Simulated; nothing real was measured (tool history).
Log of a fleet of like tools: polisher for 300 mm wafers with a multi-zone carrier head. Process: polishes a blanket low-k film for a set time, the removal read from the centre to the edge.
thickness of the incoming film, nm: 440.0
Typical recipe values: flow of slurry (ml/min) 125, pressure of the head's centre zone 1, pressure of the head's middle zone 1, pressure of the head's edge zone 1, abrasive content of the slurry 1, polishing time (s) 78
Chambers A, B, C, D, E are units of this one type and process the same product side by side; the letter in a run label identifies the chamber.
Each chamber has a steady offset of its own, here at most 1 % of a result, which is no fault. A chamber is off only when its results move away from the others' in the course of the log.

run   hour  flow of slurry (ml/min)  pressure of the head's centre zone  pressure of the head's middle zone  pressure of the head's edge zone  abrasive content of the slurry  polishing time (s)  wafers polished on this pad  hours since the slurry nozzle was cleaned  hours since the centre zone pressure was calibrated  hours since the edge zone pressure was calibrated  film removed at the wafer's centre (Å)  film removed at mid-radius (Å)  film removed at the wafer's edge (Å)
       1.9  -- chamber B: worn pad replaced by a new one
       7.1  -- chamber B: centre zone pressure recalibrated
 1A    8.5                      125                                   1                                   1                                 1                               1                  78                         1285                                       43.6                                                427.9                                              318.9                                  267.03                          269.51                                259.89
 2E   15.3                      125                                   1                                   1                                 1                               1                  78                          424                                      384.6                                                258.8                                               91.4                                  262.81                           262.5                                262.84
      17.5  -- chamber A: worn pad replaced by a new one
 3C   23.7                      125                                   1                                   1                                 1                               1                  78                          425                                        201                                                 76.5                                               26.7                                  265.66                          266.87                                261.52
 4D   29.6                      125                                   1                                   1                                 1                               1                  78                          734                                      155.8                                                410.4                                             1358.3                                  266.12                          266.09                                259.34
 5B   38.4                      150                                   1                                   1                                 1                               1                  58                          339                                       66.8                                                 31.3                                              923.9                                  207.97                          204.19                                206.38
      42.1  -- chamber D: centre zone pressure recalibrated
 6E   44.6                      150                                   1                                   1                                 1                               1                  58                          696                                      413.9                                                288.1                                              120.7                                  206.28                          203.22                                206.49
      54.5  -- chamber A: edge zone pressure recalibrated
 7D   54.9                      150                                   1                                   1                                 1                               1                  58                          969                                      181.1                                                 12.9                                             1383.6                                  206.22                          205.43                                202.93
 8B   65.3                      150                                   1                                   1                                 1                               1                  58                          589                                       93.7                                                 58.2                                              950.8                                  207.69                          209.52                                203.32
      66.5  -- chamber C: slurry nozzle cleaned
 9A   74.2                      150                                   1                                   1                                 1                               1                  58                          527                                      109.3                                                493.6                                               19.7                                  207.52                          204.38                                 203.7
      74.8  -- chamber D: worn pad replaced by a new one
      79.4  -- chamber D: slurry nozzle cleaned
10C   79.8                      125                                   1                                   1                                 1                               1                  78                          947                                       13.4                                                132.6                                               82.8                                  266.74                          266.73                                267.86
      83.9  -- chamber B: worn pad replaced by a new one
11D   85.4                      110                                0.89                                   1                                 1                               1                  78                           99                                        6.1                                                 43.4                                             1414.1                                  229.07                          256.37                                263.83
      91.7  -- chamber D: edge zone pressure recalibrated
12B   95.8                      110                                0.89                                   1                                 1                               1                  78                          111                                      124.2                                                 88.7                                              981.3                                  226.98                          255.47                                263.18
13E  103.2                      110                                0.89                                   1                                 1                               1                  78                         1240                                      472.5                                                346.7                                              179.3                                  224.59                           259.5                                 261.3
     103.9  -- chamber E: worn pad replaced by a new one
14A  109.5                      110                                0.89                                   1                                 1                               1                  78                          855                                      144.6                                                528.9                                                 55                                  230.51                          257.25                                266.67
15C  118.7                      110                                0.89                                   1                                 1                               1                  78                         1308                                       52.3                                                171.5                                              121.7                                  225.72                          258.89                                261.36
     124.6  -- chamber C: worn pad replaced by a new one
16A  128.7                      125                                   1                                   1                                 1                               1                  78                         1033                                      163.8                                                548.1                                               74.2                                  267.82                          269.88                                271.99
17D  133.7                      125                                   1                                0.96                                 1                               1                  78                          547                                       54.4                                                 91.7                                               42.1                                  265.82                          256.77                                266.77
     135.6  -- chamber A: worn pad replaced by a new one
18B  140.3                      125                                   1                                0.96                                 1                               1                  78                          524                                      168.7                                                133.2                                             1025.8                                  267.55                          258.76                                 267.3
19E  146.3                      125                                   1                                0.96                                 1                               1                  78                          394                                      515.6                                                389.8                                              222.4                                  265.68                          254.18                                263.97
     152.2  -- chamber B: worn pad replaced by a new one
20C  154.8                      125                                   1                                0.96                                 1                               1                  78                          280                                       88.4                                                207.6                                              157.8                                  266.14                          253.06                                267.64
21D  161.8                      125                                   1                                0.96                                 1                               1                  78                          808                                       82.5                                                119.8                                               70.2                                  268.13                          252.29                                270.46
22A  171.1                      125                                   1                                   1                                 1                               1                  78                          330                                      206.2                                                590.5                                              116.6                                  264.65                             273                                268.49
23C  182.2                      125                                   1                                   1                                 1                               1                  78                          535                                      115.8                                                  235                                              185.2                                   265.5                          262.02                                262.38
24E  193.2                      125                                   1                                   1                                 1                               1                  78                          829                                      562.5                                                436.7                                              269.3                                  258.01                          266.01                                266.36
25B  204.8                      125                                   1                                   1                                 1                               1                  78                          489                                      233.2                                                197.7                                             1090.3                                  269.68                          265.65                                264.14
26A  214.6                      125                                   1                                   1                                 1                               1                  78                          734                                      249.7                                                  634                                              160.1                                   266.2                          266.92                                268.79
     215.6  -- chamber B: worn pad replaced by a new one
     220.9  -- chamber B: slurry nozzle cleaned
27B  223.6                      125                                   1                                   1                                 1                               1                  78                           74                                        2.8                                                216.5                                             1109.1                                  266.91                          261.28                                266.34
28D  232.6                      125                                   1                                   1                                 1                               1                  78                         1466                                      153.3                                                190.6                                                141                                  264.03                           257.3                                262.73
29E  239.5                      125                                   1                                   1                                 1                               1                  78                         1260                                      608.8                                                  483                                              315.6                                   261.2                          253.91                                 262.7
     240.9  -- chamber D: worn pad replaced by a new one
     246.2  -- chamber E: edge zone pressure recalibrated
30C  249.6                      125                                   1                                   1                                 1                               1                  78                         1161                                      183.2                                                302.4                                              252.6                                  263.43                          267.41                                268.06
31C  258.4                      125                                   1                                1.11                              1.06                               1                  78                         1243                                        192                                                311.2                                              261.4                                  268.13                          289.84                                276.46
     264.5  -- chamber C: worn pad replaced by a new one
32E  267.2                      125                                   1                                1.11                              1.06                               1                  78                         1517                                      636.5                                                510.7                                                 21                                   257.8                          285.81                                272.33
     270.2  -- chamber E: worn pad replaced by a new one
33B    275                      125                                   1                                1.11                              1.06                               1                  78                          552                                       54.2                                                267.9                                             1160.5                                  272.18                          294.27                                270.94
34D  284.8                      125                                   1                                1.11                              1.06                               1                  78                          407                                      205.5                                                242.8                                              193.2                                  268.51                          289.82                                279.67
     286.8  -- chamber A: worn pad replaced by a new one
       292  -- chamber D: slurry nozzle cleaned
     295.8  -- chamber C: slurry nozzle cleaned
35A  296.4                      125                                   1                                1.11                              1.06                               1                  78                           89                                      331.5                                                715.8                                              241.9                                   263.3                          300.83                                274.04
     297.7  -- chamber B: worn pad replaced by a new one
36B  305.9                      125                                   1                                   1                                 1                               1                  78                           77                                       85.1                                                298.8                                             1191.4                                  266.52                          267.11                                264.17
37C  315.5                      125                                   1                                   1                                 1                               1                  78                          474                                       19.7                                                368.3                                              318.5                                   266.5                          266.26                                263.54
38E  323.7                      125                                   1                                   1                                 1                               1                  78                          497                                        693                                                567.2                                               77.5                                  251.97                          257.59                                   263
39D  331.9                      125                                   1                                   1                                 1                               1                  78                          845                                       39.9                                                289.9                                              240.3                                  263.96                          262.39                                271.48
40A  342.3                      125                                   1                                   1                                 1                               1                  78                          515                                      377.4                                                761.7                                              287.8                                  267.78                          268.87                                260.65
41B  348.9                      125                                   1                                   1                                 1                               1                  78                          476                                      128.1                                                341.8                                             1234.4                                  268.43                          264.33                                265.85
42C  358.8                      125                                   1                                   1                                 1                               1                  78                          876                                         63                                                411.6                                              361.8                                   267.1                          269.86                                265.72

Next, all 5 chambers run the settings below, one line each with question marks for the results. What does each chamber give?
43A  367.1                      125                                   1                                   1                                 1                               1                  78                                                                                                                                                                                                                       ?                               ?                                     ?
43B  367.1                      125                                   1                                   1                                 1                               1                  78                                                                                                                                                                                                                       ?                               ?                                     ?
43C  367.1                      125                                   1                                   1                                 1                               1                  78                                                                                                                                                                                                                       ?                               ?                                     ?
43D  367.1                      125                                   1                                   1                                 1                               1                  78                                                                                                                                                                                                                       ?                               ?                                     ?
43E  367.1                      125                                   1                                   1                                 1                               1                  78                                                                                                                                                                                                                       ?                               ?                                     ?

run  film removed at the wafer's centre (Å)  film removed at mid-radius (Å)  film removed at the wafer's edge (Å)
43A                                  266.57                           266.8                                265.06
43B                                  265.95                          260.81                                261.81
43C                                   266.3                          260.73                                260.16
43D                                  265.02                          267.03                                263.67
43E                                  250.56                          250.63                                253.47
